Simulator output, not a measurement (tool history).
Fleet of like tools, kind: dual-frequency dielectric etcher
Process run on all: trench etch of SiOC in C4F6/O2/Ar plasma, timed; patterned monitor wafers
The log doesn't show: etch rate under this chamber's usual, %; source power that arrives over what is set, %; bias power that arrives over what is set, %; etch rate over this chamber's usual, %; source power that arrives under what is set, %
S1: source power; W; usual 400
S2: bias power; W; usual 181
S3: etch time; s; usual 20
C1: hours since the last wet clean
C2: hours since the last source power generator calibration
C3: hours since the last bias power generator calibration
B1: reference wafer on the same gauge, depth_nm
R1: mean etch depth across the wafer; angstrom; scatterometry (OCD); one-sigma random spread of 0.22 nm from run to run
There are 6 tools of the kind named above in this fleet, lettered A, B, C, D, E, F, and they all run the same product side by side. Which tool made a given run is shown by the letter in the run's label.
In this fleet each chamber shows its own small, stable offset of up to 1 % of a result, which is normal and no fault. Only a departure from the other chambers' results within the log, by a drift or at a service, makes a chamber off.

run,day,S1,S2,S3,C1,C2,C3,B1,R1
1E,0.212,400,181,20,34.1,521.3,2387.4,38.595,415.34
2C,0.433,400,181,20,241.3,2715.3,3372.7,38.537,418.42
3D,0.708,400,181,20,224.8,585.1,1051.3,38.614,419.01
4B,0.892,400,181,20,192.9,644.4,2347.5,38.622,412.89
# day 0.896: chamber C: bias power generator calibrated
5A,1.079,400,181,20,352.3,1195.6,777.4,38.592,418.05
6F,1.4,400,181,20,321.1,1850.5,663.5,38.623,414.58
7E,1.65,400,207,20,68.6,555.8,2421.9,38.591,437.49
8C,1.829,400,207,20,274.8,2748.8,22.4,38.637,437.32
9A,2.021,400,207,20,374.9,1218.2,800,38.633,438.49
10D,2.196,400,207,20,260.5,620.8,1087,38.658,433.5
11F,2.454,400,207,20,346.4,1875.8,688.8,38.636,437.19
12B,2.725,400,207,20,236.9,688.4,2391.5,38.538,427.19
13F,2.938,400,181,20,358,1887.4,700.4,38.576,414.62
14B,3.267,400,181,20,249.9,701.4,2404.5,38.512,412.45
15D,3.562,400,181,20,293.3,653.6,1119.8,38.591,418.26
16E,3.825,400,181,20,120.8,608,2474.1,38.598,413.65
17C,4.088,400,181,20,329,2803,76.6,38.54,415.15
18A,4.254,400,181,20,428.5,1271.8,853.6,38.639,414.22
19D,4.438,400,181,20,314.3,674.6,1140.8,38.646,420.52
20E,4.654,400,181,20,140.7,627.9,2494,38.607,415.93
21B,4.821,400,181,15.5,287.2,738.7,2441.8,38.595,318.04
22F,5.017,400,181,15.5,407.9,1937.3,750.3,38.587,321.77
# day 5.271: chamber A: wet clean of the chamber
23A,5.342,400,181,15.5,1.8,1297.9,879.7,38.593,312.26
24C,5.546,400,181,15.5,364,2838,111.6,38.615,320.08
25E,5.725,400,181,15.5,166.4,653.6,2519.7,38.629,318.53
26B,5.9,400,181,15.5,313.1,764.6,2467.7,38.625,320.55
27C,6.096,400,181,20,377.2,2851.2,124.8,38.578,415.02
28D,6.425,400,181,20,362,722.3,1188.5,38.584,420.51
29A,6.725,400,181,20,35,1331.1,912.9,38.627,400.3
30F,6.912,400,181,20,453.4,1982.8,795.8,38.546,419.34
31F,7.15,400,181,20,459.1,1988.5,801.5,38.588,416.53
32D,7.471,400,181,20,387.1,747.4,1213.6,38.562,414.67
33E,7.733,400,181,20,214.6,701.8,2567.9,38.656,413.15
34A,7.888,400,181,20,62.9,1359,940.8,38.606,394.99
35B,8.208,340,181,20,368.5,820,2523.1,38.586,390.57
36C,8.383,340,181,20,432.1,2906.1,179.7,38.582,385.06
37B,8.621,340,181,20,378.4,829.9,2533,38.63,390.91
38F,8.929,340,181,20,501.8,2031.2,844.2,38.599,392.67
39D,9.183,340,181,20,428.2,788.5,1254.7,38.647,388.18
40E,9.408,340,181,20,254.8,742,2608.1,38.565,389.86
41A,9.65,400,181,20,105.2,1401.3,983.1,38.564,399.54
# day 9.871: chamber B: wet clean of the chamber
42C,9.971,400,181,20,470.2,2944.2,217.8,38.539,413.5
43D,10.15,400,181,20,451.4,811.7,1277.9,38.65,413.51
44B,10.425,330,181,20,13.4,873.2,2576.3,38.617,384.53

The same settings go to every chamber for the next run, one line per chamber below. Forecast the results for each:
45A,10.667,400,181,20,,,,,?
45B,10.667,400,181,20,,,,,?
45C,10.667,400,181,20,,,,,?
45D,10.667,400,181,20,,,,,?
45E,10.667,400,181,20,,,,,?
45F,10.667,400,181,20,,,,,?

run,R1
45A,396.72
45B,412.11
45C,418.13
45D,418.36
45E,417.8
45F,415.36
